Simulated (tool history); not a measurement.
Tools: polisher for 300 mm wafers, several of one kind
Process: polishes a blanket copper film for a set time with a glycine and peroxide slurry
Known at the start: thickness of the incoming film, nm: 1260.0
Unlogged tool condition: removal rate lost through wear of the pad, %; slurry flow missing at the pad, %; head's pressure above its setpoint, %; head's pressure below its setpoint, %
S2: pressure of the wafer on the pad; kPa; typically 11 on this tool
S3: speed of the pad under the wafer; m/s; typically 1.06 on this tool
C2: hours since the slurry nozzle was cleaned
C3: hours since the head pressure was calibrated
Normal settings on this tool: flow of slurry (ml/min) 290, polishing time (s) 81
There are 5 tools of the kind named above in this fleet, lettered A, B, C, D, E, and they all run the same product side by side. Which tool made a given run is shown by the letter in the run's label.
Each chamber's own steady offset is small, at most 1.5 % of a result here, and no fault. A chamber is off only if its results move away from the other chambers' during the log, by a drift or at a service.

{"run": "1E", "hour": 6.1, "flow of slurry (ml/min)": 290, "S2": 11, "S3": 1.06, "polishing time (s)": 81, "wafers polished on this pad": 85, "C2": 600.4, "C3": 484.1, "film removed (Å)": 2503.5}
{"hour": 15.3, "done": "chamber D: worn pad replaced by a new one"}
{"run": "2D", "hour": 16.3, "flow of slurry (ml/min)": 290, "S2": 11, "S3": 1.06, "polishing time (s)": 81, "wafers polished on this pad": 7, "C2": 139.5, "C3": 487.7, "film removed (Å)": 2516.8}
{"hour": 21.8, "done": "chamber C: slurry nozzle cleaned"}
{"run": "3C", "hour": 23.0, "flow of slurry (ml/min)": 290, "S2": 11, "S3": 1.06, "polishing time (s)": 81, "wafers polished on this pad": 1361, "C2": 1.3, "C3": 219.1, "film removed (Å)": 2492.6}
{"hour": 26.2, "done": "chamber C: worn pad replaced by a new one"}
{"hour": 26.3, "done": "chamber E: head pressure recalibrated"}
{"run": "4B", "hour": 33.4, "flow of slurry (ml/min)": 290, "S2": 11, "S3": 1.06, "polishing time (s)": 81, "wafers polished on this pad": 837, "C2": 66.3, "C3": 157.1, "film removed (Å)": 2489.9}
{"run": "5A", "hour": 43.9, "flow of slurry (ml/min)": 290, "S2": 11, "S3": 1.2, "polishing time (s)": 81, "wafers polished on this pad": 641, "C2": 320.2, "C3": 210.6, "film removed (Å)": 2703.8}
{"run": "6C", "hour": 52.5, "flow of slurry (ml/min)": 290, "S2": 11, "S3": 1.2, "polishing time (s)": 81, "wafers polished on this pad": 195, "C2": 30.8, "C3": 248.6, "film removed (Å)": 2757.2}
{"hour": 54.3, "done": "chamber A: worn pad replaced by a new one"}
{"run": "7E", "hour": 60.3, "flow of slurry (ml/min)": 290, "S2": 11, "S3": 1.2, "polishing time (s)": 81, "wafers polished on this pad": 487, "C2": 654.6, "C3": 34, "film removed (Å)": 2770.6}
{"run": "8A", "hour": 68.2, "flow of slurry (ml/min)": 290, "S2": 11, "S3": 1.2, "polishing time (s)": 81, "wafers polished on this pad": 103, "C2": 344.5, "C3": 234.9, "film removed (Å)": 2727.7}
{"run": "9D", "hour": 78.0, "flow of slurry (ml/min)": 290, "S2": 11, "S3": 1.2, "polishing time (s)": 81, "wafers polished on this pad": 465, "C2": 201.2, "C3": 549.4, "film removed (Å)": 2785.3}
{"run": "10B", "hour": 88.3, "flow of slurry (ml/min)": 290, "S2": 11, "S3": 1.06, "polishing time (s)": 81, "wafers polished on this pad": 1244, "C2": 121.2, "C3": 212, "film removed (Å)": 2506.9}
{"hour": 95.2, "done": "chamber D: worn pad replaced by a new one"}
{"run": "11D", "hour": 99.2, "flow of slurry (ml/min)": 290, "S2": 11, "S3": 1.06, "polishing time (s)": 81, "wafers polished on this pad": 30, "C2": 222.4, "C3": 570.6, "film removed (Å)": 2546.9}
{"run": "12E", "hour": 107.7, "flow of slurry (ml/min)": 290, "S2": 11, "S3": 1.06, "polishing time (s)": 81, "wafers polished on this pad": 838, "C2": 702, "C3": 81.4, "film removed (Å)": 2489.2}
{"run": "13B", "hour": 114.8, "flow of slurry (ml/min)": 290, "S2": 11, "S3": 1.06, "polishing time (s)": 81, "wafers polished on this pad": 1440, "C2": 147.7, "C3": 238.5, "film removed (Å)": 2515}
{"run": "14C", "hour": 120.2, "flow of slurry (ml/min)": 250, "S2": 11, "S3": 1.06, "polishing time (s)": 60, "wafers polished on this pad": 697, "C2": 98.5, "C3": 316.3, "film removed (Å)": 1820}
{"run": "15A", "hour": 130.4, "flow of slurry (ml/min)": 250, "S2": 11, "S3": 1.06, "polishing time (s)": 60, "wafers polished on this pad": 564, "C2": 406.7, "C3": 297.1, "film removed (Å)": 1805.4}
{"run": "16E", "hour": 135.9, "flow of slurry (ml/min)": 250, "S2": 11, "S3": 1.06, "polishing time (s)": 60, "wafers polished on this pad": 1048, "C2": 730.2, "C3": 109.6, "film removed (Å)": 1840.2}
{"run": "17B", "hour": 146.6, "flow of slurry (ml/min)": 250, "S2": 11, "S3": 1.06, "polishing time (s)": 60, "wafers polished on this pad": 1676, "C2": 179.5, "C3": 270.3, "film removed (Å)": 1836.6}
{"hour": 147.1, "done": "chamber E: slurry nozzle cleaned"}
{"hour": 149.0, "done": "chamber A: worn pad replaced by a new one"}
{"hour": 153.9, "done": "chamber D: slurry nozzle cleaned"}
{"run": "18A", "hour": 155.0, "flow of slurry (ml/min)": 250, "S2": 11, "S3": 1.06, "polishing time (s)": 60, "wafers polished on this pad": 45, "C2": 431.3, "C3": 321.7, "film removed (Å)": 1800.9}
{"run": "19C", "hour": 164.2, "flow of slurry (ml/min)": 290, "S2": 11, "S3": 1.06, "polishing time (s)": 81, "wafers polished on this pad": 1023, "C2": 142.5, "C3": 360.3, "film removed (Å)": 2482.6}
{"hour": 166.5, "done": "chamber D: worn pad replaced by a new one"}
{"hour": 167.3, "done": "chamber E: worn pad replaced by a new one"}
{"run": "20D", "hour": 172.0, "flow of slurry (ml/min)": 290, "S2": 11, "S3": 1.06, "polishing time (s)": 81, "wafers polished on this pad": 41, "C2": 18.1, "C3": 643.4, "film removed (Å)": 2518.8}
{"run": "21E", "hour": 179.4, "flow of slurry (ml/min)": 290, "S2": 11, "S3": 0.9, "polishing time (s)": 81, "wafers polished on this pad": 89, "C2": 32.4, "C3": 153.1, "film removed (Å)": 2254.9}
{"run": "22A", "hour": 184.6, "flow of slurry (ml/min)": 290, "S2": 11, "S3": 0.9, "polishing time (s)": 81, "wafers polished on this pad": 264, "C2": 460.9, "C3": 351.3, "film removed (Å)": 2214.9}
{"hour": 188.7, "done": "chamber C: worn pad replaced by a new one"}
{"run": "23C", "hour": 189.4, "flow of slurry (ml/min)": 290, "S2": 11, "S3": 0.9, "polishing time (s)": 81, "wafers polished on this pad": 5, "C2": 167.7, "C3": 385.5, "film removed (Å)": 2193.2}
{"run": "24B", "hour": 196.0, "flow of slurry (ml/min)": 290, "S2": 11, "S3": 0.9, "polishing time (s)": 81, "wafers polished on this pad": 2042, "C2": 228.9, "C3": 319.7, "film removed (Å)": 2184.1}
{"run": "25D", "hour": 206.2, "flow of slurry (ml/min)": 290, "S2": 11, "S3": 0.9, "polishing time (s)": 81, "wafers polished on this pad": 295, "C2": 52.3, "C3": 677.6, "film removed (Å)": 2255}
{"run": "26A", "hour": 216.8, "flow of slurry (ml/min)": 290, "S2": 11, "S3": 1.06, "polishing time (s)": 81, "wafers polished on this pad": 503, "C2": 493.1, "C3": 383.5, "film removed (Å)": 2479.3}
{"run": "27C", "hour": 224.8, "flow of slurry (ml/min)": 290, "S2": 11, "S3": 1.06, "polishing time (s)": 81, "wafers polished on this pad": 267, "C2": 203.1, "C3": 420.9, "film removed (Å)": 2495.6}
{"hour": 227.0, "done": "chamber D: worn pad replaced by a new one"}
{"hour": 232.3, "done": "chamber A: worn pad replaced by a new one"}
{"run": "28E", "hour": 233.1, "flow of slurry (ml/min)": 290, "S2": 11, "S3": 1.06, "polishing time (s)": 64, "wafers polished on this pad": 487, "C2": 86.1, "C3": 206.8, "film removed (Å)": 2006}
{"run": "29B", "hour": 241.1, "flow of slurry (ml/min)": 290, "S2": 11, "S3": 1.06, "polishing time (s)": 64, "wafers polished on this pad": 2377, "C2": 274, "C3": 364.8, "film removed (Å)": 1921.1}
{"hour": 244.2, "done": "chamber B: slurry nozzle cleaned"}
{"run": "30D", "hour": 247.0, "flow of slurry (ml/min)": 290, "S2": 11, "S3": 1.06, "polishing time (s)": 64, "wafers polished on this pad": 148, "C2": 93.1, "C3": 718.4, "film removed (Å)": 2001}
{"run": "31B", "hour": 252.5, "flow of slurry (ml/min)": 290, "S2": 11, "S3": 1.06, "polishing time (s)": 64, "wafers polished on this pad": 2461, "C2": 8.4, "C3": 376.2, "film removed (Å)": 1897.3}
{"run": "32A", "hour": 262.4, "flow of slurry (ml/min)": 290, "S2": 11, "S3": 1.06, "polishing time (s)": 64, "wafers polished on this pad": 223, "C2": 538.7, "C3": 429.1, "film removed (Å)": 1969.5}
{"run": "33D", "hour": 267.1, "flow of slurry (ml/min)": 290, "S2": 11, "S3": 1.06, "polishing time (s)": 81, "wafers polished on this pad": 297, "C2": 113.2, "C3": 738.5, "film removed (Å)": 2508.9}
{"run": "34C", "hour": 272.1, "flow of slurry (ml/min)": 290, "S2": 11, "S3": 1.06, "polishing time (s)": 81, "wafers polished on this pad": 618, "C2": 250.4, "C3": 468.2, "film removed (Å)": 2485.2}
{"run": "35E", "hour": 282.1, "flow of slurry (ml/min)": 290, "S2": 11, "S3": 1.06, "polishing time (s)": 81, "wafers polished on this pad": 851, "C2": 135.1, "C3": 255.8, "film removed (Å)": 2498.1}
{"run": "36A", "hour": 291.9, "flow of slurry (ml/min)": 290, "S2": 11, "S3": 1.06, "polishing time (s)": 81, "wafers polished on this pad": 442, "C2": 568.2, "C3": 458.6, "film removed (Å)": 2507.6}
{"hour": 299.2, "done": "chamber D: worn pad replaced by a new one"}
{"run": "37D", "hour": 299.3, "flow of slurry (ml/min)": 290, "S2": 11, "S3": 1.06, "polishing time (s)": 81, "wafers polished on this pad": 0, "C2": 145.4, "C3": 770.7, "film removed (Å)": 2539}
{"hour": 303.9, "done": "chamber C: slurry nozzle cleaned"}
{"run": "38E", "hour": 309.3, "flow of slurry (ml/min)": 290, "S2": 11, "S3": 1.06, "polishing time (s)": 81, "wafers polished on this pad": 1053, "C2": 162.3, "C3": 283, "film removed (Å)": 2477.7}
{"run": "39C", "hour": 317.5, "flow of slurry (ml/min)": 290, "S2": 11, "S3": 1.06, "polishing time (s)": 81, "wafers polished on this pad": 955, "C2": 13.7, "C3": 513.6, "film removed (Å)": 2484.7}
{"run": "40B", "hour": 325.4, "flow of slurry (ml/min)": 290, "S2": 11, "S3": 1.06, "polishing time (s)": 81, "wafers polished on this pad": 3002, "C2": 81.3, "C3": 449.1, "film removed (Å)": 2334.4}
{"run": "41D", "hour": 336.0, "flow of slurry (ml/min)": 290, "S2": 11, "S3": 1.06, "polishing time (s)": 81, "wafers polished on this pad": 273, "C2": 182.1, "C3": 807.4, "film removed (Å)": 2521.3}
{"run": "42B", "hour": 344.7, "flow of slurry (ml/min)": 290, "S2": 11, "S3": 1.06, "polishing time (s)": 81, "wafers polished on this pad": 3145, "C2": 100.6, "C3": 468.4, "film removed (Å)": 2311.5}
{"run": "43E", "hour": 350.5, "flow of slurry (ml/min)": 290, "S2": 11, "S3": 1.06, "polishing time (s)": 81, "wafers polished on this pad": 1358, "C2": 203.5, "C3": 324.2, "film removed (Å)": 2503.8}

Is one chamber out of step, is the gauge drifting, or do the chambers differ by no more than their own small offsets? For an off chamber, give its letter and the likeliest cause.

It is chamber B that slowly wanders off from its peers.
What lies behind it: removal rate lost through wear of the pad, % = 8.28.
The log might look much the same if the cause were instead: head's pressure below its setpoint, %.

Here are 4 candidates for chamber B's next run, each the usual settings with a change, their results left as question marks. Which one brings its results back in line with what the others give on the usual settings?
In-line tolerance around the mean of the other chambers on the usual settings: film removed (Å) 61
{"run": "44B-1", "hour": 358.3, "flow of slurry (ml/min)": 295, "S2": 11, "S3": 1.14, "polishing time (s)": 90, "film removed (Å)": "?"}
{"run": "44B-2", "hour": 358.3, "flow of slurry (ml/min)": 290, "S2": 11, "S3": 1.2, "polishing time (s)": 81, "film removed (Å)": "?"}
{"run": "44B-3", "hour": 358.3, "flow of slurry (ml/min)": 290, "S2": 11, "S3": 1.06, "polishing time (s)": 69, "film removed (Å)": "?"}
{"run": "44B-4", "hour": 358.3, "flow of slurry (ml/min)": 290, "S2": 9.7, "S3": 1.06, "polishing time (s)": 81, "film removed (Å)": "?"}

The other chambers' mean on the usual settings: film removed (Å) 2507.7
run=44B-1 film_removed_(Å)=2689.9
run=44B-2 film_removed_(Å)=2512
run=44B-3 film_removed_(Å)=1951.3
run=44B-4 film_removed_(Å)=2077.1
44B-2 puts the chamber back in line with the other chambers.
